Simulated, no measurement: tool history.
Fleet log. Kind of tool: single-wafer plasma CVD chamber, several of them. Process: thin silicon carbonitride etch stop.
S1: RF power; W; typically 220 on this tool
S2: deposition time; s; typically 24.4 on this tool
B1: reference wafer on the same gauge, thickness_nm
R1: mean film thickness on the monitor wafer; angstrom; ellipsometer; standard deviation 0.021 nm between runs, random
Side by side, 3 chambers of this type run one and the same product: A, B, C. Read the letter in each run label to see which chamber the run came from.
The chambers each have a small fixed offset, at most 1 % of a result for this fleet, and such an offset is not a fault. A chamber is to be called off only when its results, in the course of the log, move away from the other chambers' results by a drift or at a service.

run	hour	S1	S2	B1	R1
# hour 3.2: chamber A: thermocouple changed; heater temperature recalibrated
1A	4.8	220	24.4	14.304	142.63
2C	7.7	220	24.4	14.311	144.56
3B	10.2	220	24.4	14.308	143.40
4A	15.8	220	24.4	14.308	142.93
5C	18.9	220	24.4	14.311	144.34
6B	22.8	220	24.4	14.318	143.59
7C	25.6	220	24.4	14.311	144.71
8B	30.0	220	24.4	14.320	143.38
9A	33.1	220	24.4	14.321	142.60
10B	36.2	220	24.4	14.321	143.26
11A	40.3	220	24.4	14.327	142.92
12C	45.1	220	24.4	14.329	145.24
13B	48.9	220	24.4	14.327	143.28
14C	51.8	190	27.2	14.333	154.16
15A	56.6	190	27.2	14.338	152.30
16C	59.7	190	27.2	14.332	154.68
17B	62.9	220	24.4	14.339	143.58
18A	65.4	220	24.4	14.339	143.32
19B	68.9	255	24.4	14.344	150.31
20A	74.6	255	24.4	14.344	148.98
21C	78.0	255	24.4	14.341	151.46
22C	82.9	220	24.4	14.352	145.31
23B	85.6	220	28.6	14.354	168.77
24A	90.3	220	28.6	14.352	167.60
25B	94.7	220	28.6	14.357	168.45
26A	98.1	220	24.4	14.359	143.23
27C	102.5	220	24.4	14.359	145.08
28C	105.0	220	24.4	14.362	145.15
29B	109.3	220	24.4	14.362	144.12
30A	114.7	220	24.4	14.365	142.88
31C	117.7	220	24.4	14.369	145.14
32B	123.1	190	24.4	14.374	137.86
33A	127.5	190	24.4	14.371	137.12
34B	130.9	190	24.4	14.375	138.23
35C	136.0	220	24.4	14.382	145.12
36A	140.2	220	24.4	14.380	143.52
37C	144.1	220	24.4	14.385	145.66

Does one chamber stand apart from the rest, does the shared gauge drift, or is all well apart from small per-chamber offsets? Give the chamber and the most likely cause, where there is one.

None of the chambers is off. What moves is the gauge, dragging all their readings along together.
Most likely cause: gauge reads high (%) = 0.608.

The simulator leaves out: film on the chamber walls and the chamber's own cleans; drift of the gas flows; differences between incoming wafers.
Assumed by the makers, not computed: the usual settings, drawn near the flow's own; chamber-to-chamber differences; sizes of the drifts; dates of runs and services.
